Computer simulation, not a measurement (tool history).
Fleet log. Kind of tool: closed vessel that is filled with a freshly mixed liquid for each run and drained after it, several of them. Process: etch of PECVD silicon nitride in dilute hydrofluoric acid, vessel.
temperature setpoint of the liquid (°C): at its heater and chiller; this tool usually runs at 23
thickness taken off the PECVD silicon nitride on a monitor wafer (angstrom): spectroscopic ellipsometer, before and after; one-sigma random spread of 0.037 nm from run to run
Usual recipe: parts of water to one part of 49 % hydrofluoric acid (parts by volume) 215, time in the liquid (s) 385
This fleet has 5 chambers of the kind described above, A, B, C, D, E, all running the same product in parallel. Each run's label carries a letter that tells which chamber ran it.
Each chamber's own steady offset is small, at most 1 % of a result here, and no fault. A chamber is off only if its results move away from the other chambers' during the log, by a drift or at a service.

run	day	temperature setpoint of the liquid (°C)	parts of water to one part of 49 % hydrofluoric acid (parts by volume)	time in the liquid (s)	hours since the thermometer was replaced	hours since the hydrofluoric acid flow meter was replaced	read-back film thickness of the PECVD silicon nitride reference wafer, read on the same gauge (nm)	thickness taken off the PECVD silicon nitride on a monitor wafer (angstrom)
1A	0.529	23	215	385	781.7	898.1	80.009	95.088
2B	0.808	23	215	385	1079.2	1100.2	79.999	97.125
3C	1.229	23	215	385	451.9	1153.4	80.003	96.675
4E	1.692	23	215	385	701.1	781.8	79.985	95.958
5D	1.979	23	215	385	290.9	718.4	80.001	95.971
# day 2.217: chamber A: hydrofluoric acid flow meter replaced
6C	2.292	23	215	385	477.4	1178.9	80.001	96.477
7D	2.758	23	215	385	309.6	737.1	79.987	95.787
8E	3.112	23	215	385	735.2	815.9	79.985	96.353
9A	3.533	20	215	215	853.8	31.6	80.021	43.652
10B	4.017	20	215	215	1156.2	1177.2	80.004	44.071
11B	4.483	20	215	215	1167.4	1188.4	79.989	44.013
12D	4.792	20	215	215	358.4	785.9	79.995	44.555
13E	5.242	20	215	215	786.3	867	80.008	44.312
14A	5.842	23	215	385	909.2	87	79.992	95.415
15C	6.196	23	175	565	571.1	1272.6	80.006	173.03
16B	6.742	23	175	565	1221.6	1242.6	80.014	173.44
# day 7.112: chamber D: hydrofluoric acid flow meter replaced
17C	7.342	23	175	565	598.6	1300.1	79.999	172.04
18A	7.938	23	175	565	959.5	137.3	80.001	171.76
19E	8.458	23	175	565	863.5	944.2	79.997	169.68
20D	8.888	20	215	280	456.7	42.6	80.032	57.652
# day 8.917: chamber A: thermometer replaced
21E	9.238	20	215	280	882.2	962.9	79.997	56.575
22A	9.538	20	215	280	15	175.7	80.018	57.007
23B	9.854	20	215	280	1296.3	1317.3	79.969	57.364
24D	10.329	20	215	280	491.3	77.2	80.005	56.959
25C	10.612	23	215	385	677.1	1378.6	79.983	96.281
26C	10.946	23	215	385	685.1	1386.6	79.997	95.771
27B	11.342	23	215	385	1332	1353	80.007	96.879
28D	11.671	23	215	385	523.5	109.4	79.99	96.444
29A	12.242	23	260	385	79.9	240.6	80.03	78.889
30E	12.629	23	260	385	963.6	1044.3	80.034	77.906
31A	13.054	23	260	385	99.4	260.1	80.013	78.666
32C	13.383	23	260	385	743.6	1445.1	80.004	79.895
33D	13.838	23	260	385	575.5	161.4	79.976	79.34
# day 14.092: chamber E: thermometer replaced
34E	14.229	23	215	385	3.4	1082.7	79.994	93.682
35B	14.633	23	215	385	1411	1432	79.991	96.171
36E	14.992	23	215	385	21.7	1101	79.989	92.643

For the next run the whole fleet of 5 chambers uses the same settings. Give each chamber's results:
37A	15.421	23	120	385				?
37B	15.421	23	120	385				?
37C	15.421	23	120	385				?
37D	15.421	23	120	385				?
37E	15.421	23	120	385				?

run	thickness taken off the PECVD silicon nitride on a monitor wafer (angstrom)
37A	172.62
37B	172.96
37C	170.09
37D	169.6
37E	162.94
